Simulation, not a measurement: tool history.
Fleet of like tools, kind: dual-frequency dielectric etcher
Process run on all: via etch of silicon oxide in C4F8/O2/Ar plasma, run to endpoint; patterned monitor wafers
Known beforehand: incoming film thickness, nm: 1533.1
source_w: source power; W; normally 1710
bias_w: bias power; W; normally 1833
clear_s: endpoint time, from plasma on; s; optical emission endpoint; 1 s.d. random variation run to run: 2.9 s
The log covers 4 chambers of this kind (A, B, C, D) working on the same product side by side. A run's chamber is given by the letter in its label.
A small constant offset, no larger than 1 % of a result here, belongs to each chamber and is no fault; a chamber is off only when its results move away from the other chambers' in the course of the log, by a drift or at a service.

| run | hour | source_w | bias_w | hours since the last wet clean | hours since the last source power generator calibration | hours since the last bias power generator calibration | clear_s |
|---|---|---|---|---|---|---|---|
| 1B | 8.4 | 1710 | 1833 | 28.6 | 216.6 | 3665.2 | 333.13 |
| 2D | 15.7 | 1710 | 1833 | 67.1 | 3470.8 | 2291.6 | 326.73 |
| 3A | 24.9 | 1710 | 1833 | 236.4 | 1996.6 | 2185.0 | 332.73 |
|  | 29.9 | chamber B: bias power generator calibrated |
| 4C | 36.2 | 1710 | 1833 | 382.3 | 295.4 | 2156.8 | 330.84 |
| 5A | 43.0 | 1710 | 1833 | 254.5 | 2014.7 | 2203.1 | 330.14 |
| 6C | 53.1 | 1710 | 1833 | 399.2 | 312.3 | 2173.7 | 326.21 |
| 7B | 62.5 | 1710 | 1833 | 82.7 | 270.7 | 32.6 | 332.24 |
| 8D | 74.0 | 1710 | 1833 | 125.4 | 3529.1 | 2349.9 | 330.53 |
| 9B | 84.7 | 1710 | 1833 | 104.9 | 292.9 | 54.8 | 330.86 |
| 10A | 98.9 | 1710 | 1833 | 310.4 | 2070.6 | 2259.0 | 328.70 |
|  | 103.8 | chamber A: wet clean of the chamber |
| 11C | 109.1 | 1710 | 1833 | 455.2 | 368.3 | 2229.7 | 326.88 |
| 12D | 121.5 | 1710 | 1833 | 172.9 | 3576.6 | 2397.4 | 328.01 |
| 13C | 135.8 | 1330 | 1572 | 481.9 | 395.0 | 2256.4 | 380.16 |
| 14B | 147.8 | 1330 | 1572 | 168.0 | 356.0 | 117.9 | 382.10 |
| 15D | 160.2 | 1330 | 1572 | 211.6 | 3615.3 | 2436.1 | 384.80 |
| 16A | 174.8 | 1330 | 1572 | 71.1 | 2146.5 | 2334.9 | 384.95 |
| 17B | 185.7 | 1430 | 1517 | 205.9 | 393.9 | 155.8 | 368.53 |
| 18D | 196.5 | 1430 | 1517 | 247.9 | 3651.6 | 2472.4 | 368.92 |
| 19A | 203.0 | 1430 | 1517 | 99.3 | 2174.7 | 2363.1 | 379.70 |
| 20C | 211.5 | 1430 | 1517 | 557.6 | 470.7 | 2332.1 | 370.04 |
|  | 222.5 | chamber C: wet clean of the chamber |
| 21D | 225.5 | 1860 | 2023 | 276.9 | 3680.6 | 2501.4 | 307.68 |
| 22A | 234.1 | 1860 | 2023 | 130.4 | 2205.8 | 2394.2 | 313.82 |
| 23B | 245.0 | 1860 | 2023 | 265.2 | 453.2 | 215.1 | 313.59 |
| 24C | 257.6 | 1860 | 2023 | 35.1 | 516.8 | 2378.2 | 309.80 |
| 25C | 266.1 | 1710 | 1833 | 43.6 | 525.3 | 2386.7 | 329.20 |
| 26B | 274.8 | 1850 | 1522 | 295.0 | 483.0 | 244.9 | 338.53 |
|  | 279.4 | chamber D: wet clean of the chamber |
| 27A | 285.1 | 1850 | 1522 | 181.4 | 2256.8 | 2445.2 | 337.63 |
| 28D | 297.8 | 1850 | 1522 | 18.5 | 3752.9 | 2573.7 | 336.56 |
| 29A | 309.7 | 1850 | 1522 | 206.0 | 2281.4 | 2469.8 | 337.49 |
| 30D | 324.1 | 2090 | 1833 | 44.8 | 3779.2 | 2600.0 | 301.31 |
| 31C | 336.5 | 2090 | 1833 | 114.0 | 595.7 | 2457.1 | 307.43 |
| 32B | 349.6 | 2090 | 1833 | 369.8 | 557.8 | 319.7 | 308.03 |
| 33D | 359.5 | 2090 | 1833 | 80.2 | 3814.6 | 2635.4 | 299.55 |

One chamber off, gauge drift, or nothing amiss beyond the chambers' own small offsets? If it is a chamber, which one, and what is the likeliest cause?

Neither any chamber nor the gauge drifts; the chambers differ only by their own small, steady offsets.

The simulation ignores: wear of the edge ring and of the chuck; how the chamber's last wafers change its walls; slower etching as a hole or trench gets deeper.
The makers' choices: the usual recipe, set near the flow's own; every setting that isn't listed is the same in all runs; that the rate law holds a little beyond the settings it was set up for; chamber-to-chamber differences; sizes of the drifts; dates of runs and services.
